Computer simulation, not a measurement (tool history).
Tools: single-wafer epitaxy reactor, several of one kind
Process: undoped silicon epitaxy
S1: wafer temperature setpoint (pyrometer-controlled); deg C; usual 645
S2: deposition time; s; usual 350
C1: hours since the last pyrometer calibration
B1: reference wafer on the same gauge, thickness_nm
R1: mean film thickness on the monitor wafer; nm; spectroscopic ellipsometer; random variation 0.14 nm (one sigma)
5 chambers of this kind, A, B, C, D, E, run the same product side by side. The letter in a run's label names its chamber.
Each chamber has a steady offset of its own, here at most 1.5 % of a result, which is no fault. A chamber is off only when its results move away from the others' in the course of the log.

run,hour,S1,S2,C1,B1,R1
1B,9.3,645,350,332,50.507,52.862
2D,17.7,645,350,1351.6,50.526,52.12
3A,23.1,645,350,1188.5,50.517,52.708
4E,31,645,350,2325.9,50.509,53.273
5C,36.8,645,350,449.9,50.511,52.721
6B,44.6,645,350,367.3,50.474,53.031
7C,52.7,645,350,465.8,50.516,52.378
8D,57.1,645,350,1391,50.464,51.936
9E,62,645,350,2356.9,50.483,53.048
10A,69.5,645,350,1234.9,50.49,52.476
11B,77.1,632,313,399.8,50.509,35.571
12A,86.1,632,313,1251.5,50.47,35.293
13C,94.1,632,313,507.2,50.507,35.235
14E,102.2,632,313,2397.1,50.517,35.424
15D,107.6,632,313,1441.5,50.495,34.571
16B,116.1,645,350,438.8,50.473,52.887
17E,124.7,645,350,2419.6,50.508,53.502
18D,130.6,645,387,1464.5,50.494,57.546
19A,137.7,645,387,1303.1,50.492,58.169
20C,146.2,645,387,559.3,50.503,58.069
21C,154.4,645,387,567.5,50.448,58.345
22D,160.6,645,387,1494.5,50.514,57.672
23B,166.9,645,350,489.6,50.516,53.059
24A,172.2,645,350,1337.6,50.486,52.495
25E,180.5,645,350,2475.4,50.496,53.263
26C,185.8,645,350,598.9,50.503,52.478
27E,195.4,645,350,2490.3,50.497,53.272
28D,199.6,645,350,1533.5,50.497,51.814
29A,204.6,645,350,1370,50.49,52.52
30B,213.3,645,350,536,50.521,53.137
31D,222.9,645,350,1556.8,50.513,52.127
32A,227.6,645,350,1393,50.5,52.633
33B,232.4,645,350,555.1,50.51,52.656
34E,236.8,645,350,2531.7,50.502,53.133
35C,242.2,645,350,655.3,50.514,52.622
36C,246.7,645,350,659.8,50.483,52.715
37E,254.9,645,350,2549.8,50.475,53.131
38D,261.6,645,375,1595.5,50.525,56.104
39A,268.3,645,375,1433.7,50.51,56.501
40B,273.1,645,375,595.8,50.485,56.943

What goes on in this fleet: one chamber off, a drifting gauge, or nothing beyond the chambers' own small offsets? Name the chamber and the cause, if any.

No chamber stands off beyond its own small offset, and the gauge holds steady.
